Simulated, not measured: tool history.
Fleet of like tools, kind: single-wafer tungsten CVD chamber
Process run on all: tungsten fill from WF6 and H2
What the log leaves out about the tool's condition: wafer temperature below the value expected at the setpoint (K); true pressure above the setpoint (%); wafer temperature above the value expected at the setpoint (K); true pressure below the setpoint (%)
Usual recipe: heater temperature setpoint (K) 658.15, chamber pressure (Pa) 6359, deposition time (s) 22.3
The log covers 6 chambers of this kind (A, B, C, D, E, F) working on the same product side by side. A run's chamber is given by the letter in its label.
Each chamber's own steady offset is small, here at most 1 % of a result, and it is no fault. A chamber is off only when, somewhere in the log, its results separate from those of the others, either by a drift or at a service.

run   hour  heater temperature setpoint (K)  chamber pressure (Pa)  deposition time (s)  hours since the last thermocouple change  hours since the last manometer calibration  read-back reference wafer on the same gauge, thickness_nm  mean film thickness on the monitor wafer (Å)
 1E    5.2                           658.15                   6359                 22.3                                     289.9                                       928.6                                                     54.361                                        606.28
 2B   14.4                           658.15                   6359                 22.3                                     805.3                                      2463.7                                                     54.424                                        603.79
 3C   23.3                           658.15                   6359                 22.3                                    1147.4                                      1137.4                                                     54.428                                        605.28
 4F   28.9                           658.15                   6359                 22.3                                      1135                                       849.2                                                      54.43                                        596.39
 5A   35.1                           658.15                   5000                   19                                     663.4                                       858.2                                                     54.372                                        462.07
 6D   41.4                           658.15                   5000                   19                                     562.3                                       467.8                                                     54.431                                        460.56
 7C   47.5                           658.15                   5000                   19                                    1171.6                                      1161.6                                                     54.421                                        463.68
 8D   55.3                           658.15                   5000                   19                                     576.2                                       481.7                                                     54.381                                         460.3
 9E   62.1                           658.15                   5000                   19                                     346.8                                       985.5                                                      54.37                                        459.51
10A   67.5                           658.15                   5000                   19                                     695.8                                       890.6                                                     54.322                                        459.79
11F   73.8                           658.15                   6359                 22.3                                    1179.9                                       894.1                                                     54.376                                         597.9
12B   80.3                           658.15                   6359                 22.3                                     871.2                                      2529.6                                                     54.381                                        601.12
13E   89.4                           658.15                   6359                 22.3                                     374.1                                      1012.8                                                     54.445                                        599.88
14A   94.5                           658.15                   6999                 22.3                                     722.8                                       917.6                                                     54.375                                        630.97
15F  102.6                           658.15                   6999                 22.3                                    1208.7                                       922.9                                                     54.355                                        624.37
16C    110                           658.15                   6999                 22.3                                    1234.1                                      1224.1                                                     54.422                                        633.36
17D  115.5                           658.15                   6999                 22.3                                     636.4                                       541.9                                                     54.412                                        629.13
18B  120.3                           658.15                   6999                 22.3                                     911.2                                      2569.6                                                     54.391                                        629.03
19B    130                           658.15                   6999                 22.3                                     920.9                                      2579.3                                                     54.374                                        628.24
20C  134.8                           658.15                   6359                 22.3                                    1258.9                                      1248.9                                                     54.378                                        604.18
21E  141.1                           658.15                   6359                 22.3                                     425.8                                      1064.5                                                     54.449                                        609.97
22F  150.1                           658.15                   6359                 22.3                                    1256.2                                       970.4                                                     54.404                                        593.59
23D  160.7                           658.15                   7333                 22.3                                     681.6                                       587.1                                                     54.375                                        649.92
24A  166.4                           658.15                   7333                 22.3                                     794.7                                       989.5                                                     54.418                                        642.55
25D  173.3                           658.15                   7333                 22.3                                     694.2                                       599.7                                                     54.458                                        651.03
26E  183.3                           658.15                   7333                 22.3                                       468                                      1106.7                                                     54.359                                        647.02
27F  188.1                           658.15                   7333                 22.3                                    1294.2                                      1008.4                                                     54.426                                        633.62
28A  197.7                           658.15                   7333                 22.3                                       826                                      1020.8                                                      54.39                                        643.95
29B  203.5                           658.15                   5880                   19                                     994.4                                      2652.8                                                     54.423                                        497.77
30C  211.5                           658.15                   5880                   19                                    1335.6                                      1325.6                                                     54.433                                        500.98
31C  218.3                           658.15                   5880                   19                                    1342.4                                      1332.4                                                     54.459                                        497.41
32F  224.4                           658.15                   5880                   19                                    1330.5                                      1044.7                                                     54.472                                        489.31
33E  231.9                           658.15                   5880                   19                                     516.6                                      1155.3                                                     54.388                                        497.56
34B  238.9                           658.15                   5880                   19                                    1029.8                                      2688.2                                                     54.431                                        492.53
     249.1  -- chamber B: capacitance manometer re-zeroed and calibrated
35A  249.1                           658.15                   6359                 22.3                                     877.4                                      1072.2                                                     54.382                                         598.9
36D  257.2                           658.15                   6359                 22.3                                     778.1                                       683.6                                                     54.451                                        633.21
37B  267.1                           658.15                   6359                 22.3                                      1058                                        18.1                                                     54.421                                        602.03
38E  272.7                           658.15                   6359                 22.3                                     557.4                                      1196.1                                                     54.401                                         605.8
39C  281.8                           658.15                   6359                 22.3                                    1405.9                                      1395.9                                                      54.41                                        601.08
40F  288.1                           658.15                   6359                 22.3                                    1394.2                                      1108.4                                                     54.376                                         591.9
41D  293.6                           658.15                   6359                 22.3                                     814.5                                         720                                                     54.406                                        636.23
42A  301.5                           658.15                   6359                 22.3                                     929.8                                      1124.6                                                     54.387                                        603.28

Has any chamber moved away from the others, gradually or after a service, or does the common gauge drift, or do the chambers differ only by their own small steady offsets? State the chamber and the most likely cause if one applies.

Little by little, chamber D moves away from the other chambers.
Most likely cause: wafer temperature above the value expected at the setpoint (K) = 2.93.

Chamber D could run next with any of the 4 candidate recipes listed below; each alters the usual settings, and their results appear as question marks. Which one brings its results back in line with what the other chambers deliver on the usual settings?
Allowed miss from the other chambers' usual-settings mean, per result, to count as in line: mean film thickness on the monitor wafer (Å) 8.4
43D-1  309.2                           661.15                   6479                 22.3                                                                                                                                                                                              ?
43D-2  309.2                           658.15                   6479                 22.9                                                                                                                                                                                              ?
43D-3  309.2                           656.15                   6359                 22.3                                                                                                                                                                                              ?
43D-4  309.2                           656.15                   6279                 21.9                                                                                                                                                                                              ?

The mean the other chambers reach with the usual settings: mean film thickness on the monitor wafer (Å) 602.47
  run  mean film thickness on the monitor wafer (Å)
43D-1                                        685.93
43D-2                                        664.68
43D-3                                           617
43D-4                                        602.44
43D-4 brings the chamber back in line.
